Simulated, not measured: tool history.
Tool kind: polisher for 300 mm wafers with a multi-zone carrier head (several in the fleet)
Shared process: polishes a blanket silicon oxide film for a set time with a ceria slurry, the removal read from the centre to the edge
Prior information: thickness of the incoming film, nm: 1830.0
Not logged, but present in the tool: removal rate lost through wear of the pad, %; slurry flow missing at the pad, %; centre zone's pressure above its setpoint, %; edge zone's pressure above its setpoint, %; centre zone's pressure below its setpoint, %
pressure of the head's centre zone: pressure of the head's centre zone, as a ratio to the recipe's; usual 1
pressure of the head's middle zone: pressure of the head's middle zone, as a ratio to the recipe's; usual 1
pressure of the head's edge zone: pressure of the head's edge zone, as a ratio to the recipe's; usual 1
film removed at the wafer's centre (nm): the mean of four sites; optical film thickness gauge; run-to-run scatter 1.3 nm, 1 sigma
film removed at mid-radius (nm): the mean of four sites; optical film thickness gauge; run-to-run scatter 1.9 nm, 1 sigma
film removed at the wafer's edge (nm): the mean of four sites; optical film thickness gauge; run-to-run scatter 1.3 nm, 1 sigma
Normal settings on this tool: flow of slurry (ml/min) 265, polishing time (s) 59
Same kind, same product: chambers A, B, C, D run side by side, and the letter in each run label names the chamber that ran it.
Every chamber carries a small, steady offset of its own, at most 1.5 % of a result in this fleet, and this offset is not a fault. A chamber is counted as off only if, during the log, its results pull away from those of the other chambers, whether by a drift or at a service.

run,hour,flow of slurry (ml/min),pressure of the head's centre zone,pressure of the head's middle zone,pressure of the head's edge zone,polishing time (s),wafers polished on this pad,hours since the slurry nozzle was cleaned,hours since the centre zone pressure was calibrated,hours since the edge zone pressure was calibrated,film removed at the wafer's centre (nm),film removed at mid-radius (nm),film removed at the wafer's edge (nm)
1A,7.4,265,1,1,1,59,354,199.4,1006.3,458.7,125.12,125.26,126.99
2C,11.7,265,1,1,1,59,379,111.3,804.2,977.4,125.99,123.53,124.96
3D,16.7,265,1,1,1,59,767,607.4,737.2,717.7,127.08,126.89,127.47
4B,20.4,265,1,1,1,59,783,125.6,23.8,188.4,125.47,121.72,127.17
5A,25.1,265,1,1,1,59,564,217.1,1024,476.4,127.12,127.91,124.53
# hour 28.5: chamber A: worn pad replaced by a new one
6C,31.1,265,1,1,1,59,609,130.7,823.6,996.8,127.03,123.04,124.55
7B,39,265,1,1,1,59,1003,144.2,42.4,207,123.28,124.45,124.43
# hour 43.5: chamber A: slurry nozzle cleaned
8D,46,265,1,1,1,59,1114,636.7,766.5,747,125.36,129.69,129.75
9B,53.4,265,1,1,1,59,1174,158.6,56.8,221.4,123.07,127.01,124.53
# hour 60.1: chamber B: worn pad replaced by a new one
10D,60.2,185,1,1,1,59,1282,650.9,780.7,761.2,120.86,121.32,120.78
# hour 65.5: chamber D: worn pad replaced by a new one
11A,68.3,185,1,1,1,59,471,24.8,1067.2,519.6,120.34,117.68,121.24
12C,76.1,185,1,1,1,59,1142,175.7,868.6,1041.8,121.89,120,121.46
13D,80.5,185,1,1,1,59,178,671.2,801,781.5,121.56,118.68,120.5
# hour 83.8: chamber A: worn pad replaced by a new one
14B,84.9,265,1,1,1,59,294,190.1,88.3,252.9,124.67,126.02,126.37
# hour 89.3: chamber C: worn pad replaced by a new one
15A,92.8,265,1,1,1,59,107,49.3,1091.7,544.1,126.22,123.33,123.03
16C,99.9,265,1,1,1,59,126,199.5,892.4,1065.6,128.07,124.55,126.67
# hour 108.1: chamber A: centre zone pressure recalibrated
17C,108.1,265,1,1,1,59,223,207.7,900.6,1073.8,124.66,130.18,126.1
18A,112.3,265,1,1,1,59,338,68.8,4.3,563.6,124.92,126.58,125
19D,119.2,265,1,1,1,59,636,709.9,839.7,820.2,128.87,121.88,126.92
20B,126.1,265,1,1,1,59,782,231.3,129.5,294.1,123.58,123.79,125.35
# hour 129.3: chamber A: worn pad replaced by a new one
21B,130.9,265,1,1,1,59,839,236.1,134.3,298.9,125.4,128.04,125.77
22C,136.3,265,1,1,1,59,557,235.9,928.8,1102,121.61,127.22,125.49
23D,141.3,265,1,1,1,59,898,732,861.8,842.3,126.83,124.42,127.16
24A,145.8,265,1,1,1,59,195,102.3,37.8,597.1,124.63,125.47,127.19
25B,152.7,265,1,1,1,59,1097,257.9,156.1,320.7,124.49,123.12,123.82
26C,156.5,265,1,1,1,59,796,256.1,949,1122.2,119.23,126.74,124.12
27A,162,265,1,1,1,59,387,118.5,54,613.3,127.41,122.69,126.14
# hour 162.3: chamber B: worn pad replaced by a new one
28D,167.1,265,1,1,1,59,1204,757.8,887.6,868.1,126.22,124.05,127.53
# hour 169.8: chamber D: worn pad replaced by a new one
29B,172.1,265,1,1.04,1,59,117,277.3,175.5,340.1,123.43,128.68,127.27
30D,177.7,265,1,1.04,1,59,94,768.4,898.2,878.7,126.48,126.99,124.99
# hour 182.8: chamber A: worn pad replaced by a new one
31C,185.6,265,1,1.04,1,59,1141,285.2,978.1,1151.3,119.16,132.17,125.27
32A,189.8,265,1,1.04,1,59,83,146.3,81.8,641.1,124.83,129.59,128.27

Next, all 4 chambers run the settings below, one line each with question marks for the results. What does each chamber give?
33A,195.7,265,1,0.95,1,59,,,,,?,?,?
33B,195.7,265,1,0.95,1,59,,,,,?,?,?
33C,195.7,265,1,0.95,1,59,,,,,?,?,?
33D,195.7,265,1,0.95,1,59,,,,,?,?,?

run,film removed at the wafer's centre (nm),film removed at mid-radius (nm),film removed at the wafer's edge (nm)
33A,123.68,117.11,125.72
33B,127.15,119.88,124.44
33C,117.52,118.16,125.92
33D,127.66,124.02,126.21
